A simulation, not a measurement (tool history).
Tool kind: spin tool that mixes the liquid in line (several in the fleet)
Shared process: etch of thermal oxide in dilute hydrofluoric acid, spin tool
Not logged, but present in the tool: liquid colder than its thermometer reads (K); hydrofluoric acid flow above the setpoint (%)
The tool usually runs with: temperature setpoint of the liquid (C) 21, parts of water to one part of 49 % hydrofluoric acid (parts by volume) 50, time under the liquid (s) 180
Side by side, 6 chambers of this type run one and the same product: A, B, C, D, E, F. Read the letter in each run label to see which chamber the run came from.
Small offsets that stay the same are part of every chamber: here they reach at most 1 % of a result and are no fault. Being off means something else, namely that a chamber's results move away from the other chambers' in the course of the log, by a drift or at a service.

run   hour  temperature setpoint of the liquid (C)  parts of water to one part of 49 % hydrofluoric acid (parts by volume)  time under the liquid (s)  hours since the thermometer was replaced  hours since the hydrofluoric acid flow meter was replaced  read-back film thickness of the thermal oxide reference wafer, read on the same gauge (nm)  thickness taken off the thermal oxide on a monitor wafer (angstrom)
 1C    8.2                                      21                                                                      50                        180                                     441.1                                                     1203.6                                                                                      59.998                                                               163.40
 2F   19.9                                      21                                                                      50                        180                                     265.8                                                     1649.8                                                                                      59.980                                                               162.98
 3E   27.1                                      21                                                                      50                        180                                    1300.9                                                     1080.3                                                                                      59.987                                                               160.65
 4B   35.4                                      21                                                                      50                        180                                    2097.3                                                      697.7                                                                                      59.998                                                               160.06
 5A   46.7                                      21                                                                      50                        265                                    1416.1                                                     2215.5                                                                                      59.991                                                               238.95
 6D   60.2                                      21                                                                      50                        265                                    1376.7                                                      204.9                                                                                      60.018                                                               235.04
 7A   70.8                                      21                                                                      50                        265                                    1440.2                                                     2239.6                                                                                      59.984                                                               238.62
 8F   82.5                                      21                                                                      50                        265                                     328.4                                                     1712.4                                                                                      60.008                                                               239.04
 9E   90.6                                      21                                                                      50                        265                                    1364.4                                                     1143.8                                                                                      59.990                                                               235.19
      94.7  -- chamber C: thermometer replaced
10C  100.2                                      21                                                                      50                        265                                       5.5                                                     1295.6                                                                                      59.982                                                               240.28
11B  109.8                                      21                                                                      50                        180                                    2171.7                                                      772.1                                                                                      60.027                                                               160.88
     116.1  -- chamber A: hydrofluoric acid flow meter replaced
12D  120.5                                      21                                                                      50                        180                                    1437.0                                                      265.2                                                                                      59.976                                                               161.20
13D  127.7                                      21                                                                      50                        180                                    1444.2                                                      272.4                                                                                      60.003                                                               159.85
14F  136.5                                      21                                                                      30                        255                                     382.4                                                     1766.4                                                                                      60.002                                                               391.93
15A  143.6                                      21                                                                      30                        255                                    1513.0                                                       27.5                                                                                      59.981                                                               395.42
16B  153.4                                      21                                                                      30                        255                                    2215.3                                                      815.7                                                                                      59.998                                                               384.70
17E  167.6                                      21                                                                      30                        255                                    1441.4                                                     1220.8                                                                                      60.034                                                               382.22
18C  178.4                                      21                                                                      30                        255                                      83.7                                                     1373.8                                                                                      60.009                                                               396.24
19F  184.9                                      21                                                                      30                        255                                     430.8                                                     1814.8                                                                                      59.986                                                               391.66
20E  192.4                                      21                                                                      50                        180                                    1466.2                                                     1245.6                                                                                      59.970                                                               158.27
21B  203.5                                      21                                                                      50                        180                                    2265.4                                                      865.8                                                                                      59.990                                                               161.75
22C  214.7                                      21                                                                      50                        180                                     120.0                                                     1410.1                                                                                      59.990                                                               163.96
23D  227.2                                      21                                                                      50                        180                                    1543.7                                                      371.9                                                                                      60.024                                                               160.82
24A  235.6                                      21                                                                      50                        180                                    1605.0                                                      119.5                                                                                      60.039                                                               162.90
25E  242.7                                      21                                                                      50                        180                                    1516.5                                                     1295.9                                                                                      59.959                                                               157.05
26B  249.4                                      21                                                                      50                        180                                    2311.3                                                      911.7                                                                                      60.008                                                               161.28
27A  260.4                                      21                                                                      50                        180                                    1629.8                                                      144.3                                                                                      60.013                                                               162.45
     265.7  -- chamber B: thermometer replaced
28D  271.0                                      21                                                                      50                        180                                    1587.5                                                      415.7                                                                                      60.019                                                               161.57
29F  280.9                                      21                                                                      50                        180                                     526.8                                                     1910.8                                                                                      59.996                                                               161.22
30C  292.5                                      21                                                                      50                        180                                     197.8                                                     1487.9                                                                                      59.994                                                               162.69
31C  304.9                                      21                                                                      50                        180                                     210.2                                                     1500.3                                                                                      60.040                                                               163.14
     312.4  -- chamber C: hydrofluoric acid flow meter replaced
32F  317.4                                      21                                                                      50                        180                                     563.3                                                     1947.3                                                                                      59.992                                                               162.46
     321.9  -- chamber D: thermometer replaced
33B  325.8                                      21                                                                      50                        180                                      60.1                                                      988.1                                                                                      59.980                                                               161.12
34E  336.9                                      21                                                                      50                        180                                    1610.7                                                     1390.1                                                                                      60.010                                                               154.66
35D  346.2                                      21                                                                      50                        180                                      24.3                                                      490.9                                                                                      59.933                                                               161.45
36A  359.6                                      21                                                                      50                        180                                    1729.0                                                      243.5                                                                                      60.022                                                               163.30
37B  369.2                                      21                                                                      50                        180                                     103.5                                                     1031.5                                                                                      60.057                                                               160.17
38C  375.6                                      21                                                                      50                        180                                     280.9                                                       63.2                                                                                      60.012                                                               162.64
39E  386.7                                      21                                                                      50                        180                                    1660.5                                                     1439.9                                                                                      59.983                                                               153.48

Next, every chamber runs the same settings. What will each give?
40A  397.1                                      21                                                                      50                        180                                                                                                                                                                                                                                                                     ?
40B  397.1                                      21                                                                      50                        180                                                                                                                                                                                                                                                                     ?
40C  397.1                                      21                                                                      50                        180                                                                                                                                                                                                                                                                     ?
40D  397.1                                      21                                                                      50                        180                                                                                                                                                                                                                                                                     ?
40E  397.1                                      21                                                                      50                        180                                                                                                                                                                                                                                                                     ?
40F  397.1                                      21                                                                      50                        180                                                                                                                                                                                                                                                                     ?

run  thickness taken off the thermal oxide on a monitor wafer (angstrom)
40A                                                               163.24
40B                                                               161.17
40C                                                               162.98
40D                                                               162.23
40E                                                               152.32
40F                                                               161.26
